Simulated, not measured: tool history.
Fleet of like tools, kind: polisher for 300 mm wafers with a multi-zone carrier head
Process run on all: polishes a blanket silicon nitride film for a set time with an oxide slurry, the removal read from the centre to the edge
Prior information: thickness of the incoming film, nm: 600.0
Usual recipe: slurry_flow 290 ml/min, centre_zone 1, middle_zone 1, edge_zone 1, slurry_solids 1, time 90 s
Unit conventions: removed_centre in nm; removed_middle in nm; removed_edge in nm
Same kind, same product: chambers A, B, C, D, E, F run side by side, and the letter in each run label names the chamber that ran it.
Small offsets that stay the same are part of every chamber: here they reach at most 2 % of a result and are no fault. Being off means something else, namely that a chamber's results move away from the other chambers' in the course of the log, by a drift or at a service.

run,day,slurry_flow,centre_zone,middle_zone,edge_zone,slurry_solids,time,wafers polished on this pad,hours since the slurry nozzle was cleaned,hours since the centre zone pressure was calibrated,hours since the edge zone pressure was calibrated,removed_centre,removed_middle,removed_edge
1E,0.275,290,1,1,1,1,90,1049,174.8,743.2,760.5,75.466,74.982,74.676
# day 0.517: chamber A: worn pad replaced by a new one
2A,0.662,290,1,1,1,1,90,31,97.3,210.4,340.7,76.908,74.661,74.859
3D,1.046,290,1,1,1,1,90,513,316.1,88.5,313.4,74.961,74.355,76.253
# day 1.125: chamber F: centre zone pressure recalibrated
# day 1.225: chamber E: worn pad replaced by a new one
# day 1.296: chamber E: slurry nozzle cleaned
4F,1.454,290,1,1,1,1,90,648,288.5,8,592.5,77.031,74.167,75.904
# day 1.654: chamber D: worn pad replaced by a new one
5B,1.917,290,1,1,1,1,90,864,109.5,91.4,350.2,75.179,76.864,74.956
# day 2.05: chamber F: worn pad replaced by a new one
# day 2.146: chamber C: worn pad replaced by a new one
# day 2.2: chamber B: worn pad replaced by a new one
6C,2.442,290,1,1,1,1,90,63,228.3,104.7,357.2,74.32,75.42,73.816
7C,3.012,290,1,0.89,1,1,68,185,242,118.4,370.9,56.694,50.274,58.991
8F,3.346,290,1,0.89,1,1,68,277,333.9,53.4,637.9,57.299,51.307,57.73
# day 3.596: chamber A: worn pad replaced by a new one
9D,3.729,290,1,0.89,1,1,68,444,380.5,152.9,377.8,56.577,51.493,56.913
# day 4.204: chamber D: slurry nozzle cleaned
10B,4.258,290,1,0.89,1,1,68,440,165.7,147.6,406.4,56.365,50.75,57.362
11A,4.579,290,1,0.89,1,1,68,211,191.3,304.4,434.7,57.261,50.499,57.353
# day 4.583: chamber D: worn pad replaced by a new one
12E,4.962,290,1,0.89,1,1,68,800,88,855.7,873,56.71,50.901,56.547
13B,5.321,290,1,1,1,1,90,667,191.2,173.1,431.9,75.687,75.043,72.914
# day 5.596: chamber C: worn pad replaced by a new one
14F,5.679,290,1,1,1,1,90,776,389.9,109.4,693.9,77.18,74.46,76.532
# day 5.746: chamber F: worn pad replaced by a new one
15C,6.212,290,1,1,1,1,90,132,318.8,195.2,447.7,74.927,73.295,76.243
# day 6.367: chamber A: worn pad replaced by a new one
# day 6.588: chamber E: worn pad replaced by a new one
# day 6.65: chamber F: slurry nozzle cleaned
# day 6.729: chamber B: worn pad replaced by a new one
16E,6.812,290,1,1,1,1,90,48,132.4,900.1,917.4,75.664,74.259,74.853
# day 7.221: chamber F: edge zone pressure recalibrated
17A,7.267,290,1,1,1,1,90,193,255.8,368.9,499.2,75.979,77.291,74.497
# day 7.538: chamber D: worn pad replaced by a new one
18D,7.688,290,1,1,0.89,1,109,32,83.6,247.9,472.8,92.494,92.583,85.39
19D,8.012,290,1,1,0.89,1,109,102,91.4,255.7,480.6,91.761,93.051,85.843
20F,8.425,290,1,1,0.89,1,109,573,42.6,175.3,29,92.277,90.967,85.926
# day 8.45: chamber C: worn pad replaced by a new one
21C,8.721,290,1,1,0.89,1,109,58,379,255.4,507.9,91.04,92.804,85.766
# day 8.988: chamber F: worn pad replaced by a new one
# day 9.012: chamber A: edge zone pressure recalibrated
22A,9.046,290,1,1,0.89,1,109,573,298.5,411.6,0.9,90.344,90.224,86.071
23B,9.396,290,1,1,0.89,1,109,571,289,270.9,529.7,91.444,92.305,85.276
# day 9.429: chamber A: centre zone pressure recalibrated
# day 9.467: chamber E: slurry nozzle cleaned
# day 9.483: chamber A: worn pad replaced by a new one
24E,9.671,290,1,1,1,1,90,659,5,968.7,986,74.948,75.712,76.169
25C,10.046,290,1,1,1,1,90,341,410.8,287.2,539.7,75.51,74.347,74.909
# day 10.167: chamber B: worn pad replaced by a new one
# day 10.483: chamber E: centre zone pressure recalibrated
26F,10.65,290,1,1,1,1,90,356,96,228.7,82.4,75.799,75.146,77.933
27E,11.083,290,1,1,1,1,90,961,38.9,14.4,1019.9,70.7,74.72,74.484
# day 11.208: chamber D: worn pad replaced by a new one
# day 11.233: chamber E: worn pad replaced by a new one
28B,11.575,290,1,1,1,1,90,302,341.3,323.2,582,75.521,73.908,74.704
# day 12.075: chamber C: worn pad replaced by a new one
29D,12.15,290,1,1,1,1,90,201,190.7,355,579.9,75.594,74.969,73.01
# day 12.4: chamber F: worn pad replaced by a new one
30A,12.575,290,1,1,1,1,90,662,383.2,75.6,85.6,75.745,74.596,74.378
31B,12.854,290,1,1,1.09,1,90,575,372,353.9,612.7,75.025,75.05,78.32
# day 13.167: chamber A: worn pad replaced by a new one
32D,13.346,290,1,1,1.09,1,90,457,219.4,383.7,608.6,75.615,77.092,78.075
33C,13.883,290,1,1,1.09,1,90,387,502.9,379.3,631.8,75.512,76.221,78.495
# day 14.229: chamber E: edge zone pressure recalibrated
34F,14.329,290,1,1,1.09,1,90,412,184.3,317,170.7,76.751,74.04,78.574
35A,14.875,290,1,1,1.09,1,90,365,438.4,130.8,140.8,75.968,75.347,75.55
# day 15.154: chamber C: worn pad replaced by a new one
36E,15.267,290,1,1,1.09,1,90,863,139.3,114.8,24.9,70.267,74.384,81.241
37E,15.592,290,1,1,1,1,90,932,147.1,122.6,32.7,69.364,72.174,75.266
38C,16.171,290,1,1,1,1,90,217,557.8,434.2,686.7,74.175,75.28,74.789

Next, all 6 chambers run the settings below, one line each with question marks for the results. What does each chamber give?
39A,16.612,290,1.08,1,1,1,90,,,,,?,?,?
39B,16.612,290,1.08,1,1,1,90,,,,,?,?,?
39C,16.612,290,1.08,1,1,1,90,,,,,?,?,?
39D,16.612,290,1.08,1,1,1,90,,,,,?,?,?
39E,16.612,290,1.08,1,1,1,90,,,,,?,?,?
39F,16.612,290,1.08,1,1,1,90,,,,,?,?,?

run,removed_centre,removed_middle,removed_edge
39A,80.93,76.356,75.622
39B,79.91,75.083,76.212
39C,81.919,74.917,73.957
39D,81.05,77.174,73.947
39E,77.473,75.719,77.882
39F,83.878,76.12,77.356
